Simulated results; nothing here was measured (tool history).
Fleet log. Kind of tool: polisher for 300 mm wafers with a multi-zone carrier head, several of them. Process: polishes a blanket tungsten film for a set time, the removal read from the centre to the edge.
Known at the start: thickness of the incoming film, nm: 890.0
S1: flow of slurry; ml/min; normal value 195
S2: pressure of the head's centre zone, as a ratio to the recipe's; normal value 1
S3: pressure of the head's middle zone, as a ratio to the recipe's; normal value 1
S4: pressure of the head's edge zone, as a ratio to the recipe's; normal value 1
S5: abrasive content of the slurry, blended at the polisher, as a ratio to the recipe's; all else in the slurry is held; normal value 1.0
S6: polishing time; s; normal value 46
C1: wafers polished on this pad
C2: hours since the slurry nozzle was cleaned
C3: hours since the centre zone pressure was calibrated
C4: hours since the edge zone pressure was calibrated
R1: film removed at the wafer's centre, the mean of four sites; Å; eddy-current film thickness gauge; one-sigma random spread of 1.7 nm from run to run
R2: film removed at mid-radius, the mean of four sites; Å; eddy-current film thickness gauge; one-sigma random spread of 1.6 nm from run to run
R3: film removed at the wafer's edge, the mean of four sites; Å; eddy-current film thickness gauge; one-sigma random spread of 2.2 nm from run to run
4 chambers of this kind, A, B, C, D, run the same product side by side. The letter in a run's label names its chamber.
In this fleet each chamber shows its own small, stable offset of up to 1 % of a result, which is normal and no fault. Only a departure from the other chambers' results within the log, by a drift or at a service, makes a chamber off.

run	hour	S1	S2	S3	S4	S5	S6	C1	C2	C3	C4	R1	R2	R3
# hour 1.7: chamber D: worn pad replaced by a new one
# hour 7.8: chamber C: worn pad replaced by a new one
1B	12.6	195	1	1	1	1.0	46	380	152.3	20.7	1014.3	2084.0	2114.8	2117.3
2A	26.3	195	1	1	1	1.0	46	462	76.6	271.0	125.6	2125.3	2095.5	2127.4
3D	33.7	195	1	1	1	1.0	46	442	231.1	472.4	199.9	2098.9	2142.8	2084.8
4C	48.2	195	1	1	1	1.0	46	558	97.1	249.1	396.9	2107.7	2131.5	2124.2
# hour 61.4: chamber A: worn pad replaced by a new one
5C	63.8	195	1	1	1	1.0	46	773	112.7	264.7	412.5	2103.9	2109.4	2083.7
# hour 70.8: chamber B: worn pad replaced by a new one
# hour 75.7: chamber D: worn pad replaced by a new one
6A	76.4	195	1	1	1	1.0	46	207	126.7	321.1	175.7	2088.7	2070.0	2089.6
7D	91.6	195	1	1	1	1.0	46	220	289.0	530.3	257.8	2105.9	2091.3	2130.1
# hour 97.3: chamber C: worn pad replaced by a new one
8B	104.4	195	1	1	1	1.0	46	465	244.1	112.5	1106.1	2082.9	2092.3	2090.4
9A	117.6	195	1	1	1	1.0	46	776	167.9	362.3	216.9	2109.2	2096.3	2081.4
10C	132.2	195	1	1	1	1.0	46	482	181.1	333.1	480.9	2093.6	2088.0	2119.2
# hour 139.7: chamber D: worn pad replaced by a new one
# hour 140.0: chamber A: worn pad replaced by a new one
11B	144.6	195	1	1	1	1.0	46	1020	284.3	152.7	1146.3	2050.9	2061.6	2081.8
# hour 148.5: chamber B: worn pad replaced by a new one
12D	155.4	195	1	1	1	1.0	46	217	352.8	594.1	321.6	2118.7	2094.7	2106.3
13A	166.9	195	1	1	1	1.0	46	372	217.2	411.6	266.2	2092.1	2110.7	2072.9
# hour 172.6: chamber C: worn pad replaced by a new one
14B	181.4	195	1	1	1	1.0	46	455	321.1	189.5	1183.1	2026.7	2059.3	2111.7
15D	190.1	195	1	1	1	1.0	46	697	387.5	628.8	356.3	2105.4	2118.1	2132.4
16C	198.2	195	1	1	1	1.0	46	354	247.1	399.1	546.9	2116.0	2114.9	2079.5
# hour 206.4: chamber D: worn pad replaced by a new one
17B	211.6	195	1	1	1	1.0	46	872	351.3	219.7	1213.3	2008.1	2025.5	2070.6
# hour 215.0: chamber C: slurry nozzle cleaned
# hour 216.6: chamber A: worn pad replaced by a new one
# hour 223.0: chamber B: worn pad replaced by a new one
18C	224.3	195	1	1	1	1.1	32	714	9.4	425.2	573.0	1492.5	1497.6	1515.9
# hour 228.4: chamber C: centre zone pressure recalibrated
19D	233.9	195	1	1	1	1.1	32	380	431.3	672.6	400.1	1505.5	1505.7	1509.7
# hour 242.1: chamber D: centre zone pressure recalibrated
# hour 243.5: chamber C: worn pad replaced by a new one
20A	247.2	195	1	1	1	1.1	32	423	297.5	491.9	346.5	1494.1	1496.9	1517.6
21B	258.9	195	1	1	1	1.1	32	497	398.6	267.0	1260.6	1404.2	1427.6	1476.1
22A	268.6	195	1	1	1	1.0	46	719	318.9	513.3	367.9	2089.0	2087.5	2126.0
23D	284.2	195	1	1	1	1.0	46	1075	481.6	42.1	450.4	2087.7	2103.3	2112.0
# hour 288.7: chamber D: worn pad replaced by a new one
# hour 297.2: chamber A: worn pad replaced by a new one
24C	297.6	195	1	1	1	1.0	46	748	82.7	69.2	646.3	2127.2	2127.2	2104.5
# hour 305.0: chamber B: worn pad replaced by a new one
25B	311.7	195	1	1	1	1.0	31	93	451.4	319.8	1313.4	1297.8	1333.5	1360.2
# hour 322.7: chamber C: worn pad replaced by a new one
26C	327.4	195	1	1	1	1.0	31	66	112.5	99.0	676.1	1422.4	1422.8	1441.3
27D	338.3	195	1	1	1	1.0	31	686	535.7	96.2	504.5	1431.2	1425.5	1453.0
28A	354.3	195	1	1	1	1.0	31	790	404.6	599.0	453.6	1403.8	1396.2	1382.6
# hour 359.2: chamber B: edge zone pressure recalibrated
29D	364.7	195	1	1	1	1.0	46	1050	562.1	122.6	530.9	2131.2	2103.3	2140.3
30B	373.9	195	1	1	1	1.0	46	952	513.6	382.0	14.8	1903.4	1939.3	2010.4

Next, every chamber runs the same settings. What will each give?
31A	385.5	195	1	1	1	1.0	46					?	?	?
31B	385.5	195	1	1	1	1.0	46					?	?	?
31C	385.5	195	1	1	1	1.0	46					?	?	?
31D	385.5	195	1	1	1	1.0	46					?	?	?

run	R1	R2	R3
31A	2103.3	2079.9	2121.4
31B	1900.8	1922.7	1997.3
31C	2140.4	2113.9	2122.3
31D	2085.1	2106.9	2106.3

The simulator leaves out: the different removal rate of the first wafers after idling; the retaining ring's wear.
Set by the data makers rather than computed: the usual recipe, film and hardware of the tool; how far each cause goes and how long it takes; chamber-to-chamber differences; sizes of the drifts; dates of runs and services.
